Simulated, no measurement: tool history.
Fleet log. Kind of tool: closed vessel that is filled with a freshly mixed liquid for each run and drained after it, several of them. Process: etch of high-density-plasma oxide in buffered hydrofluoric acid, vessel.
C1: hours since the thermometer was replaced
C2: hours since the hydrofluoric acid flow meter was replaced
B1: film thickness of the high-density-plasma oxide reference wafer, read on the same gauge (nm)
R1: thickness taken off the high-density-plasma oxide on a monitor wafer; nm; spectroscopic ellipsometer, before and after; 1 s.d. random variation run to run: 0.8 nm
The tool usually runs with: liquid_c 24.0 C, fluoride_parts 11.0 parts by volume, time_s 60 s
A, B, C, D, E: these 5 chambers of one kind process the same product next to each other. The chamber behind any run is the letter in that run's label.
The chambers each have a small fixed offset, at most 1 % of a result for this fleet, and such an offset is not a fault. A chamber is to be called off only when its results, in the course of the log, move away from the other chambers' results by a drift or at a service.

run 1E hour=5.8 | liquid_c=24.0 fluoride_parts=11.0 time_s=60 | C1=826.2 C2=172.0 | B1=110.00 | R1=92.160
run 2C hour=13.9 | liquid_c=24.0 fluoride_parts=11.0 time_s=60 | C1=457.0 C2=346.0 | B1=109.98 | R1=93.344
run 3B hour=21.2 | liquid_c=24.0 fluoride_parts=11.0 time_s=60 | C1=1228.4 C2=1251.6 | B1=109.95 | R1=92.520
run 4D hour=29.2 | liquid_c=24.0 fluoride_parts=11.0 time_s=60 | C1=1820.9 C2=283.0 | B1=110.02 | R1=92.608
run 5A hour=35.2 | liquid_c=24.0 fluoride_parts=11.0 time_s=60 | C1=647.0 C2=125.8 | B1=109.98 | R1=91.709
run 6B hour=39.6 | liquid_c=24.0 fluoride_parts=11.0 time_s=60 | C1=1246.8 C2=1270.0 | B1=109.95 | R1=93.031
run 7C hour=47.0 | liquid_c=24.0 fluoride_parts=11.0 time_s=60 | C1=490.1 C2=379.1 | B1=110.02 | R1=93.075
run 8D hour=52.8 | liquid_c=24.0 fluoride_parts=11.0 time_s=60 | C1=1844.5 C2=306.6 | B1=109.95 | R1=92.294
run 9A hour=57.1 | liquid_c=24.0 fluoride_parts=11.0 time_s=60 | C1=668.9 C2=147.7 | B1=110.02 | R1=92.563
run 10E hour=65.1 | liquid_c=24.0 fluoride_parts=11.0 time_s=60 | C1=885.5 C2=231.3 | B1=109.99 | R1=90.954
run 11D hour=72.0 | liquid_c=27.0 fluoride_parts=8.0 time_s=60 | C1=1863.7 C2=325.8 | B1=110.01 | R1=145.680
run 12E hour=79.1 | liquid_c=27.0 fluoride_parts=8.0 time_s=60 | C1=899.5 C2=245.3 | B1=109.98 | R1=145.840
run 13C hour=83.2 | liquid_c=27.0 fluoride_parts=8.0 time_s=60 | C1=526.3 C2=415.3 | B1=109.98 | R1=147.590
run 14B hour=86.8 | liquid_c=27.0 fluoride_parts=8.0 time_s=60 | C1=1294.0 C2=1317.2 | B1=110.00 | R1=143.480
run 15A hour=93.0 | liquid_c=27.0 fluoride_parts=8.0 time_s=60 | C1=704.8 C2=183.6 | B1=110.02 | R1=142.780
run 16C hour=97.5 | liquid_c=24.0 fluoride_parts=11.0 time_s=60 | C1=540.6 C2=429.6 | B1=109.97 | R1=92.421
run 17D hour=102.6 | liquid_c=24.0 fluoride_parts=11.0 time_s=60 | C1=1894.3 C2=356.4 | B1=109.96 | R1=91.855
run 18E hour=109.3 | liquid_c=24.0 fluoride_parts=11.0 time_s=60 | C1=929.7 C2=275.5 | B1=110.00 | R1=90.859
run 19B hour=116.8 | liquid_c=24.0 fluoride_parts=11.0 time_s=60 | C1=1324.0 C2=1347.2 | B1=109.95 | R1=92.697
run 20A hour=122.3 | liquid_c=24.0 fluoride_parts=14.0 time_s=85 | C1=734.1 C2=212.9 | B1=110.03 | R1=103.880
run 21C hour=126.3 | liquid_c=24.0 fluoride_parts=14.0 time_s=85 | C1=569.4 C2=458.4 | B1=109.99 | R1=103.710
run 22D hour=129.8 | liquid_c=24.0 fluoride_parts=14.0 time_s=85 | C1=1921.5 C2=383.6 | B1=110.05 | R1=101.600
run 23E hour=137.8 | liquid_c=24.0 fluoride_parts=14.0 time_s=85 | C1=958.2 C2=304.0 | B1=109.95 | R1=103.940
run 24B hour=143.7 | liquid_c=24.0 fluoride_parts=14.0 time_s=85 | C1=1350.9 C2=1374.1 | B1=110.01 | R1=106.130
run 25A hour=148.1 | liquid_c=24.0 fluoride_parts=11.0 time_s=60 | C1=759.9 C2=238.7 | B1=110.02 | R1=92.391
run 26E hour=153.3 | liquid_c=24.0 fluoride_parts=9.5 time_s=60 | C1=973.7 C2=319.5 | B1=109.98 | R1=102.560
run 27C hour=160.3 | liquid_c=24.0 fluoride_parts=9.5 time_s=60 | C1=603.4 C2=492.4 | B1=109.96 | R1=105.350
run 28D hour=168.5 | liquid_c=24.0 fluoride_parts=9.5 time_s=60 | C1=1960.2 C2=422.3 | B1=110.08 | R1=103.840
-- hour=172.4 chamber A: thermometer replaced
run 29B hour=174.0 | liquid_c=24.0 fluoride_parts=9.5 time_s=60 | C1=1381.2 C2=1404.4 | B1=109.97 | R1=105.920
run 30A hour=181.1 | liquid_c=24.0 fluoride_parts=9.5 time_s=60 | C1=8.8 C2=271.7 | B1=109.99 | R1=103.220
run 31C hour=187.6 | liquid_c=24.0 fluoride_parts=9.5 time_s=60 | C1=630.7 C2=519.7 | B1=109.99 | R1=105.400
run 32D hour=193.5 | liquid_c=24.0 fluoride_parts=9.5 time_s=60 | C1=1985.2 C2=447.3 | B1=110.03 | R1=104.160
run 33B hour=200.9 | liquid_c=24.0 fluoride_parts=9.5 time_s=60 | C1=1408.1 C2=1431.3 | B1=109.98 | R1=104.600
run 34A hour=207.3 | liquid_c=24.0 fluoride_parts=9.5 time_s=60 | C1=35.0 C2=297.9 | B1=109.97 | R1=103.760
run 35E hour=215.0 | liquid_c=24.0 fluoride_parts=9.5 time_s=60 | C1=1035.4 C2=381.2 | B1=110.04 | R1=106.000
run 36D hour=223.0 | liquid_c=27.5 fluoride_parts=11.0 time_s=60 | C1=2014.7 C2=476.8 | B1=110.02 | R1=112.140
run 37B hour=230.5 | liquid_c=27.5 fluoride_parts=11.0 time_s=60 | C1=1437.7 C2=1460.9 | B1=109.98 | R1=110.550
run 38E hour=235.9 | liquid_c=27.5 fluoride_parts=11.0 time_s=60 | C1=1056.3 C2=402.1 | B1=110.00 | R1=110.960
run 39A hour=244.0 | liquid_c=27.5 fluoride_parts=11.0 time_s=60 | C1=71.7 C2=334.6 | B1=109.99 | R1=110.970
run 40C hour=249.0 | liquid_c=27.5 fluoride_parts=11.0 time_s=60 | C1=692.1 C2=581.1 | B1=109.97 | R1=111.550
-- hour=251.8 chamber C: thermometer replaced
run 41E hour=256.5 | liquid_c=24.0 fluoride_parts=11.0 time_s=60 | C1=1076.9 C2=422.7 | B1=110.03 | R1=92.307
run 42C hour=264.4 | liquid_c=24.0 fluoride_parts=11.0 time_s=60 | C1=12.7 C2=596.5 | B1=109.99 | R1=92.359
run 43B hour=270.7 | liquid_c=24.0 fluoride_parts=11.0 time_s=60 | C1=1477.9 C2=1501.1 | B1=110.00 | R1=91.946
run 44A hour=275.6 | liquid_c=24.0 fluoride_parts=11.0 time_s=60 | C1=103.3 C2=366.2 | B1=109.99 | R1=92.422

Predict what each chamber gives when all 5 of them run the settings below next.
run 45A hour=281.4 | liquid_c=27.5 fluoride_parts=11.0 time_s=60 | R1=?
run 45B hour=281.4 | liquid_c=27.5 fluoride_parts=11.0 time_s=60 | R1=?
run 45C hour=281.4 | liquid_c=27.5 fluoride_parts=11.0 time_s=60 | R1=?
run 45D hour=281.4 | liquid_c=27.5 fluoride_parts=11.0 time_s=60 | R1=?
run 45E hour=281.4 | liquid_c=27.5 fluoride_parts=11.0 time_s=60 | R1=?

run=45A R1=110.050
run=45B R1=112.000
run=45C R1=110.870
run=45D R1=112.170
run=45E R1=111.990
